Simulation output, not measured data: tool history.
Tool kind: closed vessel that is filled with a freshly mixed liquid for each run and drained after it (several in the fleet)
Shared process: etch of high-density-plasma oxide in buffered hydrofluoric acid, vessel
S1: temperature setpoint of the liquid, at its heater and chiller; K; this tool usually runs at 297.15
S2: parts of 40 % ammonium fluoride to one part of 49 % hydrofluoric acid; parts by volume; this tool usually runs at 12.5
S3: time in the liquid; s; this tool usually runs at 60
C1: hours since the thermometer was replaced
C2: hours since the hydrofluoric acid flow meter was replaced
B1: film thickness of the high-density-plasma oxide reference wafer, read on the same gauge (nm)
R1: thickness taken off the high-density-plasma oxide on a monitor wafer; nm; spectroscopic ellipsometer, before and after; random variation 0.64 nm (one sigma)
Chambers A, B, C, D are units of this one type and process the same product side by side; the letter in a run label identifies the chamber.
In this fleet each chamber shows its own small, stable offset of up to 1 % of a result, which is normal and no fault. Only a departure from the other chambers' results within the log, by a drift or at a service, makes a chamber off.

| run | hour | S1 | S2 | S3 | C1 | C2 | B1 | R1 |
|---|---|---|---|---|---|---|---|---|
| 1A | 4.9 | 297.15 | 12.5 | 60 | 593.4 | 182.7 | 30.010 | 98.821 |
| 2B | 14.4 | 297.15 | 12.5 | 60 | 1450.3 | 154.8 | 29.990 | 97.844 |
| 3D | 21.5 | 297.15 | 12.5 | 60 | 413.0 | 1463.9 | 30.014 | 98.916 |
| 4C | 30.3 | 297.15 | 12.5 | 60 | 107.0 | 565.2 | 29.984 | 97.684 |
| 5D | 37.9 | 297.15 | 12.5 | 60 | 429.4 | 1480.3 | 29.982 | 98.994 |
| 6B | 45.8 | 297.15 | 12.5 | 60 | 1481.7 | 186.2 | 29.992 | 97.737 |
|  | 52.0 | chamber A: thermometer replaced |
| 7A | 53.0 | 297.15 | 15.0 | 70 | 1.0 | 230.8 | 29.998 | 95.818 |
| 8C | 61.4 | 297.15 | 15.0 | 70 | 138.1 | 596.3 | 29.986 | 95.011 |
| 9C | 70.7 | 297.15 | 15.0 | 70 | 147.4 | 605.6 | 29.980 | 95.082 |
| 10D | 78.5 | 297.15 | 15.0 | 70 | 470.0 | 1520.9 | 29.983 | 95.694 |
| 11A | 88.1 | 297.15 | 12.5 | 40 | 36.1 | 265.9 | 30.012 | 65.005 |
| 12B | 97.6 | 297.15 | 12.5 | 40 | 1533.5 | 238.0 | 30.012 | 64.969 |
| 13C | 105.5 | 297.15 | 12.5 | 40 | 182.2 | 640.4 | 30.017 | 65.582 |
| 14B | 113.0 | 297.15 | 12.5 | 40 | 1548.9 | 253.4 | 29.974 | 65.767 |
| 15A | 121.7 | 297.15 | 12.5 | 60 | 69.7 | 299.5 | 29.967 | 96.048 |
| 16D | 130.4 | 297.15 | 12.5 | 60 | 521.9 | 1572.8 | 30.019 | 99.269 |
| 17D | 136.2 | 297.15 | 12.5 | 60 | 527.7 | 1578.6 | 30.002 | 98.657 |
| 18C | 143.3 | 297.15 | 12.5 | 60 | 220.0 | 678.2 | 29.977 | 97.499 |
| 19B | 148.4 | 297.15 | 12.5 | 60 | 1584.3 | 288.8 | 30.000 | 99.070 |
| 20A | 156.4 | 297.15 | 12.5 | 60 | 104.4 | 334.2 | 30.007 | 96.158 |
| 21A | 166.0 | 297.15 | 12.5 | 60 | 114.0 | 343.8 | 30.012 | 95.720 |
| 22C | 172.3 | 297.15 | 12.5 | 60 | 249.0 | 707.2 | 29.981 | 98.243 |
|  | 177.5 | chamber B: thermometer replaced |
| 23B | 182.2 | 297.15 | 12.5 | 60 | 4.8 | 322.6 | 30.009 | 99.258 |
| 24D | 190.9 | 297.15 | 17.0 | 60 | 582.4 | 1633.3 | 30.008 | 73.721 |
| 25D | 197.1 | 297.15 | 17.0 | 60 | 588.6 | 1639.5 | 29.989 | 73.305 |
| 26B | 203.1 | 297.15 | 17.0 | 60 | 25.7 | 343.5 | 29.981 | 73.485 |
| 27A | 212.2 | 297.15 | 17.0 | 60 | 160.2 | 390.0 | 30.024 | 70.102 |
| 28C | 221.9 | 297.15 | 12.5 | 60 | 298.6 | 756.8 | 29.996 | 98.175 |
| 29C | 228.8 | 297.15 | 8.5 | 45 | 305.5 | 763.7 | 29.968 | 104.920 |
| 30B | 235.1 | 297.15 | 8.5 | 45 | 57.7 | 375.5 | 29.995 | 105.020 |
| 31A | 245.2 | 297.15 | 8.5 | 45 | 193.2 | 423.0 | 30.018 | 101.730 |
| 32D | 251.2 | 297.15 | 8.5 | 45 | 642.7 | 1693.6 | 29.988 | 104.840 |
| 33A | 259.7 | 297.15 | 12.5 | 60 | 207.7 | 437.5 | 29.999 | 95.310 |
| 34B | 265.1 | 297.15 | 12.5 | 60 | 87.7 | 405.5 | 30.022 | 99.066 |
| 35D | 275.2 | 297.15 | 12.5 | 60 | 666.7 | 1717.6 | 29.992 | 99.019 |
| 36C | 282.7 | 293.15 | 8.5 | 60 | 359.4 | 817.6 | 29.995 | 110.100 |
| 37D | 287.7 | 293.15 | 8.5 | 60 | 679.2 | 1730.1 | 29.988 | 110.820 |
| 38B | 294.2 | 293.15 | 8.5 | 60 | 116.8 | 434.6 | 29.986 | 111.740 |
| 39C | 299.2 | 293.15 | 8.5 | 60 | 375.9 | 834.1 | 30.010 | 112.420 |
| 40A | 303.7 | 297.15 | 12.5 | 60 | 251.7 | 481.5 | 30.008 | 92.259 |

Next, every chamber runs the same settings. What will each give?
| 41A | 310.9 | 297.15 | 12.5 | 60 |  |  |  | ? |
| 41B | 310.9 | 297.15 | 12.5 | 60 |  |  |  | ? |
| 41C | 310.9 | 297.15 | 12.5 | 60 |  |  |  | ? |
| 41D | 310.9 | 297.15 | 12.5 | 60 |  |  |  | ? |

| run | R1 |
|---|---|
| 41A | 93.450 |
| 41B | 98.868 |
| 41C | 98.658 |
| 41D | 100.100 |
